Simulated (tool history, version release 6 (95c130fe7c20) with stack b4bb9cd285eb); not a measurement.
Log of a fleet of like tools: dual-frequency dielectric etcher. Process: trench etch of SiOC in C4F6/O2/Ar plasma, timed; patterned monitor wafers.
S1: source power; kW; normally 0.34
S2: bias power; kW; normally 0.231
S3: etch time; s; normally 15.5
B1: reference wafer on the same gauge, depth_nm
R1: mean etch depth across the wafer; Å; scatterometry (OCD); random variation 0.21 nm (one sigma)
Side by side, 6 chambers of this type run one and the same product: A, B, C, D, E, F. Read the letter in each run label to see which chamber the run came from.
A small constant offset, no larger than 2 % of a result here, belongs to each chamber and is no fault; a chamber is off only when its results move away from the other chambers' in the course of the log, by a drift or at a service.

{"run": "1D", "hour": 5.5, "S1": 0.34, "S2": 0.231, "S3": 15.5, "B1": 37.231, "R1": 330.08}
{"run": "2F", "hour": 11.7, "S1": 0.34, "S2": 0.231, "S3": 15.5, "B1": 37.225, "R1": 326.17}
{"run": "3B", "hour": 16.9, "S1": 0.34, "S2": 0.231, "S3": 15.5, "B1": 37.234, "R1": 331.74}
{"run": "4C", "hour": 22.6, "S1": 0.34, "S2": 0.231, "S3": 15.5, "B1": 37.264, "R1": 331.47}
{"run": "5E", "hour": 29.9, "S1": 0.34, "S2": 0.231, "S3": 15.5, "B1": 37.14, "R1": 324.46}
{"run": "6A", "hour": 34.3, "S1": 0.34, "S2": 0.231, "S3": 15.5, "B1": 37.224, "R1": 328.44}
{"run": "7C", "hour": 39.9, "S1": 0.34, "S2": 0.231, "S3": 15.5, "B1": 37.193, "R1": 326.23}
{"run": "8E", "hour": 44.7, "S1": 0.34, "S2": 0.231, "S3": 15.5, "B1": 37.232, "R1": 322.19}
{"run": "9A", "hour": 51.5, "S1": 0.34, "S2": 0.231, "S3": 15.5, "B1": 37.145, "R1": 330.83}
{"run": "10D", "hour": 55.8, "S1": 0.34, "S2": 0.231, "S3": 15.5, "B1": 37.168, "R1": 329.16}
{"hour": 62.4, "done": "chamber F: wet clean of the chamber"}
{"run": "11B", "hour": 65.1, "S1": 0.34, "S2": 0.231, "S3": 15.5, "B1": 37.183, "R1": 325.09}
{"run": "12F", "hour": 74.6, "S1": 0.34, "S2": 0.231, "S3": 15.5, "B1": 37.223, "R1": 325.64}
{"run": "13F", "hour": 79.8, "S1": 0.34, "S2": 0.231, "S3": 15.5, "B1": 37.159, "R1": 329}
{"run": "14B", "hour": 85.2, "S1": 0.29, "S2": 0.231, "S3": 14, "B1": 37.169, "R1": 275.81}
{"run": "15C", "hour": 90.8, "S1": 0.29, "S2": 0.231, "S3": 14, "B1": 37.172, "R1": 277.66}
{"hour": 91.3, "done": "chamber E: wet clean of the chamber"}
{"run": "16A", "hour": 96.4, "S1": 0.29, "S2": 0.231, "S3": 14, "B1": 37.228, "R1": 278.48}
{"hour": 101.3, "done": "chamber A: wet clean of the chamber"}
{"run": "17D", "hour": 102.9, "S1": 0.29, "S2": 0.231, "S3": 14, "B1": 37.128, "R1": 278.69}
{"run": "18E", "hour": 108.2, "S1": 0.29, "S2": 0.231, "S3": 14, "B1": 37.185, "R1": 260.49}
{"hour": 109.9, "done": "chamber C: source power generator calibrated"}
{"run": "19D", "hour": 112.6, "S1": 0.29, "S2": 0.231, "S3": 14, "B1": 37.21, "R1": 281.9}
{"run": "20F", "hour": 121.8, "S1": 0.29, "S2": 0.231, "S3": 15.5, "B1": 37.2, "R1": 314.84}
{"run": "21C", "hour": 126.5, "S1": 0.29, "S2": 0.231, "S3": 15.5, "B1": 37.236, "R1": 309.97}
{"run": "22A", "hour": 131.9, "S1": 0.29, "S2": 0.231, "S3": 15.5, "B1": 37.23, "R1": 304.7}
{"run": "23E", "hour": 141.0, "S1": 0.29, "S2": 0.231, "S3": 15.5, "B1": 37.219, "R1": 288.84}
{"run": "24B", "hour": 147.6, "S1": 0.29, "S2": 0.231, "S3": 15.5, "B1": 37.258, "R1": 311.66}
{"hour": 148.6, "done": "chamber D: wet clean of the chamber"}
{"run": "25F", "hour": 153.7, "S1": 0.29, "S2": 0.231, "S3": 15.5, "B1": 37.194, "R1": 310}
{"run": "26C", "hour": 162.7, "S1": 0.34, "S2": 0.231, "S3": 15.5, "B1": 37.236, "R1": 331.53}
{"run": "27E", "hour": 171.5, "S1": 0.34, "S2": 0.231, "S3": 12.5, "B1": 37.186, "R1": 248.96}
{"run": "28B", "hour": 179.4, "S1": 0.34, "S2": 0.231, "S3": 12.5, "B1": 37.198, "R1": 265.23}
{"run": "29D", "hour": 185.4, "S1": 0.34, "S2": 0.231, "S3": 12.5, "B1": 37.219, "R1": 264.75}
{"run": "30A", "hour": 192.2, "S1": 0.34, "S2": 0.231, "S3": 12.5, "B1": 37.296, "R1": 265.39}
{"run": "31E", "hour": 197.2, "S1": 0.34, "S2": 0.231, "S3": 12.5, "B1": 37.22, "R1": 248.65}
{"run": "32A", "hour": 206.9, "S1": 0.34, "S2": 0.231, "S3": 12.5, "B1": 37.273, "R1": 266.09}
{"run": "33D", "hour": 213.5, "S1": 0.34, "S2": 0.231, "S3": 15.5, "B1": 37.206, "R1": 327.04}
{"run": "34C", "hour": 223.2, "S1": 0.34, "S2": 0.231, "S3": 15.5, "B1": 37.16, "R1": 331.17}
{"run": "35B", "hour": 228.8, "S1": 0.34, "S2": 0.231, "S3": 15.5, "B1": 37.205, "R1": 328.66}
{"run": "36F", "hour": 233.3, "S1": 0.34, "S2": 0.231, "S3": 15.5, "B1": 37.216, "R1": 331.71}
{"run": "37F", "hour": 240.6, "S1": 0.34, "S2": 0.231, "S3": 15.5, "B1": 37.15, "R1": 330.15}
{"run": "38B", "hour": 247.5, "S1": 0.34, "S2": 0.231, "S3": 15.5, "B1": 37.234, "R1": 328.91}
{"hour": 254.0, "done": "chamber E: bias power generator calibrated"}
{"run": "39A", "hour": 254.1, "S1": 0.34, "S2": 0.231, "S3": 15.5, "B1": 37.162, "R1": 330.61}
{"run": "40C", "hour": 262.9, "S1": 0.34, "S2": 0.231, "S3": 15.5, "B1": 37.211, "R1": 326.06}
{"hour": 270.2, "done": "chamber B: wet clean of the chamber"}
{"run": "41E", "hour": 270.6, "S1": 0.34, "S2": 0.231, "S3": 15.5, "B1": 37.165, "R1": 304.98}
{"run": "42D", "hour": 280.3, "S1": 0.39, "S2": 0.209, "S3": 15.5, "B1": 37.17, "R1": 338.34}
{"run": "43B", "hour": 288.6, "S1": 0.39, "S2": 0.209, "S3": 15.5, "B1": 37.22, "R1": 336.22}
{"run": "44C", "hour": 293.2, "S1": 0.39, "S2": 0.209, "S3": 15.5, "B1": 37.244, "R1": 333.29}

For the next run the whole fleet of 6 chambers uses the same settings. Give each chamber's results:
{"run": "45A", "hour": 300.4, "S1": 0.37, "S2": 0.231, "S3": 15.5, "R1": "?"}
{"run": "45B", "hour": 300.4, "S1": 0.37, "S2": 0.231, "S3": 15.5, "R1": "?"}
{"run": "45C", "hour": 300.4, "S1": 0.37, "S2": 0.231, "S3": 15.5, "R1": "?"}
{"run": "45D", "hour": 300.4, "S1": 0.37, "S2": 0.231, "S3": 15.5, "R1": "?"}
{"run": "45E", "hour": 300.4, "S1": 0.37, "S2": 0.231, "S3": 15.5, "R1": "?"}
{"run": "45F", "hour": 300.4, "S1": 0.37, "S2": 0.231, "S3": 15.5, "R1": "?"}

run=45A R1=341.86
run=45B R1=336.94
run=45C R1=340.27
run=45D R1=337.57
run=45E R1=319.24
run=45F R1=343.61
